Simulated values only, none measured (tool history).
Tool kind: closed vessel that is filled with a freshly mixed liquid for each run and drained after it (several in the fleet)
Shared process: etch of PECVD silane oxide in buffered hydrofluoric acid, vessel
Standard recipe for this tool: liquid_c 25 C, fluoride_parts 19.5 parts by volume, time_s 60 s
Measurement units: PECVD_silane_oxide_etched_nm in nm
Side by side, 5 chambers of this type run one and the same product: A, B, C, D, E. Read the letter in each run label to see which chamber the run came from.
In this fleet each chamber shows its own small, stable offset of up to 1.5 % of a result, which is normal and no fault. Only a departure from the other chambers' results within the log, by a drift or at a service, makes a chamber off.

run,hour,liquid_c,fluoride_parts,time_s,"read-back film thickness of the PECVD silane oxide reference wafer, read on the same gauge (nm)",PECVD_silane_oxide_etched_nm
1E,5.6,25,19.5,60,89.973,153.6
2D,8.8,25,19.5,60,89.957,154.5
3A,12.8,25,19.5,60,90.016,153.93
# hour 17.4: chamber C: thermometer replaced
4C,18.8,25,19.5,60,90.008,151.1
5B,24,25,19.5,60,90.046,154.92
6C,27.6,25,19.5,60,90.006,151.43
7E,30.6,25,19.5,60,90.013,152.7
8D,35.1,25,19.5,60,90.021,153
9B,38.1,25,19.5,60,89.979,154.34
10A,43.6,25,19.5,60,89.999,153.08
11E,46.5,25,19.5,60,90.024,154.76
# hour 49: chamber C: hydrofluoric acid flow meter replaced
12A,50.7,29,19.5,60,89.985,189.31
13D,56.2,29,19.5,60,90.021,191.42
14C,59.7,29,19.5,60,90,188.68
15B,65.9,29,19.5,60,90.019,189.68
16C,70.6,29,19.5,60,90.013,187.95
17A,74,25,19.5,60,89.985,153.88
18D,78.6,25,19.5,60,89.996,155.15
19B,84.5,25,19.5,60,90.012,153.88
20E,88.2,25,15,60,90.012,199.42
21C,91.9,25,15,60,90.009,198.26
# hour 93.2: chamber E: thermometer replaced
22A,97.3,25,15,60,89.999,196.98
23B,102.3,25,15,60,90.01,200.75
24D,107.2,25,15,60,89.958,204.49
25E,112.7,25,19.5,60,89.986,153.99
26C,118.3,25,19.5,60,89.987,151.8
27A,122.6,25,19.5,60,89.969,153.41
28E,127,25,19.5,60,90.012,152.62
29B,132,25,19.5,60,89.971,154.3
30D,136.6,25,19.5,60,89.998,160.43
31B,142.9,28.5,19.5,60,90.014,186.15
32A,147.9,28.5,19.5,60,89.996,185.61
33E,151.3,28.5,19.5,60,89.992,184.26
34D,156.8,28.5,19.5,60,89.985,193.42
35C,163,28.5,19.5,60,90.009,183.22

Next, every chamber runs the same settings. What will each give?
36A,167.5,25,13,60,,?
36B,167.5,25,13,60,,?
36C,167.5,25,13,60,,?
36D,167.5,25,13,60,,?
36E,167.5,25,13,60,,?

run,PECVD_silane_oxide_etched_nm
36A,227.68
36B,231.67
36C,226.1
36D,240.43
36E,231.55
